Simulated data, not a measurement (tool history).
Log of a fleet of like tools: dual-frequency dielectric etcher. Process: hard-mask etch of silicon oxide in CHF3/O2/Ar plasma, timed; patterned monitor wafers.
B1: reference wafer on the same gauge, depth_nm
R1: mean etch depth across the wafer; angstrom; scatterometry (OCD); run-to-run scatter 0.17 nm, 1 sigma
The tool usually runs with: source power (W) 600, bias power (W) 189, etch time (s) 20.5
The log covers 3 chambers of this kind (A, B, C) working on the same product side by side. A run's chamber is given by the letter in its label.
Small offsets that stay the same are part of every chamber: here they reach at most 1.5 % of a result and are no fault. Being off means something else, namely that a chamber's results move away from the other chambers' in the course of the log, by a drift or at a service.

{"run": "1A", "hour": 4.6, "source power (W)": 600, "bias power (W)": 189, "etch time (s)": 20.5, "B1": 37.408, "R1": 412.07}
{"run": "2B", "hour": 8.4, "source power (W)": 600, "bias power (W)": 189, "etch time (s)": 20.5, "B1": 37.398, "R1": 416}
{"run": "3C", "hour": 11.3, "source power (W)": 600, "bias power (W)": 189, "etch time (s)": 20.5, "B1": 37.375, "R1": 407.2}
{"run": "4B", "hour": 15.1, "source power (W)": 600, "bias power (W)": 189, "etch time (s)": 20.5, "B1": 37.387, "R1": 412.88}
{"run": "5C", "hour": 18.4, "source power (W)": 600, "bias power (W)": 189, "etch time (s)": 20.5, "B1": 37.401, "R1": 407.33}
{"run": "6A", "hour": 20.9, "source power (W)": 600, "bias power (W)": 189, "etch time (s)": 20.5, "B1": 37.377, "R1": 412.5}
{"run": "7C", "hour": 25.2, "source power (W)": 600, "bias power (W)": 189, "etch time (s)": 20.5, "B1": 37.379, "R1": 404.38}
{"run": "8A", "hour": 30.5, "source power (W)": 600, "bias power (W)": 189, "etch time (s)": 20.5, "B1": 37.416, "R1": 413.66}
{"run": "9B", "hour": 33.4, "source power (W)": 600, "bias power (W)": 189, "etch time (s)": 20.5, "B1": 37.394, "R1": 412.93}
{"run": "10B", "hour": 36.3, "source power (W)": 600, "bias power (W)": 189, "etch time (s)": 20.5, "B1": 37.401, "R1": 412.72}
{"run": "11C", "hour": 40.5, "source power (W)": 500, "bias power (W)": 189, "etch time (s)": 20.5, "B1": 37.387, "R1": 379.63}
{"run": "12A", "hour": 43.4, "source power (W)": 500, "bias power (W)": 189, "etch time (s)": 20.5, "B1": 37.43, "R1": 385.72}
{"run": "13A", "hour": 48.0, "source power (W)": 500, "bias power (W)": 189, "etch time (s)": 20.5, "B1": 37.407, "R1": 384.38}
{"run": "14C", "hour": 50.4, "source power (W)": 600, "bias power (W)": 189, "etch time (s)": 20.5, "B1": 37.372, "R1": 406.11}
{"hour": 51.4, "done": "chamber B: wet clean of the chamber"}
{"run": "15B", "hour": 53.4, "source power (W)": 600, "bias power (W)": 189, "etch time (s)": 20.5, "B1": 37.413, "R1": 422.37}
{"run": "16C", "hour": 57.8, "source power (W)": 600, "bias power (W)": 189, "etch time (s)": 20.5, "B1": 37.437, "R1": 407.79}
{"run": "17A", "hour": 62.0, "source power (W)": 600, "bias power (W)": 189, "etch time (s)": 20.5, "B1": 37.372, "R1": 415.4}
{"hour": 64.4, "done": "chamber A: wet clean of the chamber"}
{"run": "18B", "hour": 64.8, "source power (W)": 600, "bias power (W)": 189, "etch time (s)": 20.5, "B1": 37.411, "R1": 426.63}
{"run": "19C", "hour": 67.6, "source power (W)": 530, "bias power (W)": 189, "etch time (s)": 15.5, "B1": 37.429, "R1": 291.93}
{"run": "20B", "hour": 70.8, "source power (W)": 530, "bias power (W)": 189, "etch time (s)": 15.5, "B1": 37.388, "R1": 305.68}
{"run": "21A", "hour": 74.3, "source power (W)": 530, "bias power (W)": 189, "etch time (s)": 15.5, "B1": 37.402, "R1": 295.39}
{"run": "22C", "hour": 76.7, "source power (W)": 600, "bias power (W)": 189, "etch time (s)": 20.5, "B1": 37.391, "R1": 404.66}
{"hour": 78.6, "done": "chamber B: source power generator calibrated"}
{"run": "23A", "hour": 81.4, "source power (W)": 600, "bias power (W)": 189, "etch time (s)": 20.5, "B1": 37.406, "R1": 412.77}
{"run": "24B", "hour": 86.2, "source power (W)": 600, "bias power (W)": 189, "etch time (s)": 20.5, "B1": 37.402, "R1": 425.51}
{"run": "25C", "hour": 89.1, "source power (W)": 600, "bias power (W)": 189, "etch time (s)": 20.5, "B1": 37.388, "R1": 406.26}
{"run": "26B", "hour": 92.3, "source power (W)": 600, "bias power (W)": 189, "etch time (s)": 20.5, "B1": 37.434, "R1": 422.51}
{"run": "27A", "hour": 95.1, "source power (W)": 600, "bias power (W)": 164, "etch time (s)": 20.5, "B1": 37.397, "R1": 392.27}
{"run": "28C", "hour": 99.4, "source power (W)": 600, "bias power (W)": 164, "etch time (s)": 20.5, "B1": 37.402, "R1": 387.44}
{"run": "29B", "hour": 104.3, "source power (W)": 600, "bias power (W)": 164, "etch time (s)": 20.5, "B1": 37.39, "R1": 404.84}
{"run": "30A", "hour": 109.0, "source power (W)": 530, "bias power (W)": 189, "etch time (s)": 15, "B1": 37.376, "R1": 288.22}
{"run": "31A", "hour": 112.2, "source power (W)": 530, "bias power (W)": 189, "etch time (s)": 15, "B1": 37.386, "R1": 287.56}
{"run": "32B", "hour": 116.4, "source power (W)": 530, "bias power (W)": 189, "etch time (s)": 15, "B1": 37.41, "R1": 297.38}
{"run": "33C", "hour": 119.4, "source power (W)": 600, "bias power (W)": 162, "etch time (s)": 22.5, "B1": 37.399, "R1": 426}
{"run": "34A", "hour": 123.0, "source power (W)": 600, "bias power (W)": 162, "etch time (s)": 22.5, "B1": 37.379, "R1": 431.71}
{"run": "35C", "hour": 126.1, "source power (W)": 600, "bias power (W)": 162, "etch time (s)": 22.5, "B1": 37.396, "R1": 424.72}
{"run": "36B", "hour": 128.8, "source power (W)": 600, "bias power (W)": 189, "etch time (s)": 20.5, "B1": 37.399, "R1": 425}
{"run": "37A", "hour": 134.2, "source power (W)": 650, "bias power (W)": 189, "etch time (s)": 23.5, "B1": 37.386, "R1": 486.89}
{"run": "38C", "hour": 136.8, "source power (W)": 650, "bias power (W)": 189, "etch time (s)": 23.5, "B1": 37.382, "R1": 480.79}

Is one chamber out of step, is the gauge drifting, or do the chambers differ by no more than their own small offsets? For an off chamber, give its letter and the likeliest cause.

The work done on chamber B during a service left it standing apart from the others.
Likeliest cause: etch rate over this chamber's usual, % = 2.82.

Which of the 4 candidates below, each the usual settings with something changed and its results left as question marks, puts chamber B back in line with what the other chambers give on the usual settings?
In line here means within this much of the mean the other chambers give on the usual settings: R1 5.8 angstrom
{"run": "39B-1", "hour": 140.8, "source power (W)": 590, "bias power (W)": 186, "etch time (s)": 20.5, "R1": "?"}
{"run": "39B-2", "hour": 140.8, "source power (W)": 540, "bias power (W)": 189, "etch time (s)": 20.5, "R1": "?"}
{"run": "39B-3", "hour": 140.8, "source power (W)": 610, "bias power (W)": 190, "etch time (s)": 21, "R1": "?"}
{"run": "39B-4", "hour": 140.8, "source power (W)": 620, "bias power (W)": 189, "etch time (s)": 20.5, "R1": "?"}

The other chambers' mean on the usual settings: R1 409.85 angstrom
run=39B-1 R1=420.14
run=39B-2 R1=408.2
run=39B-3 R1=439.13
run=39B-4 R1=430.61
With 39B-2, the chamber falls back in line with the rest.
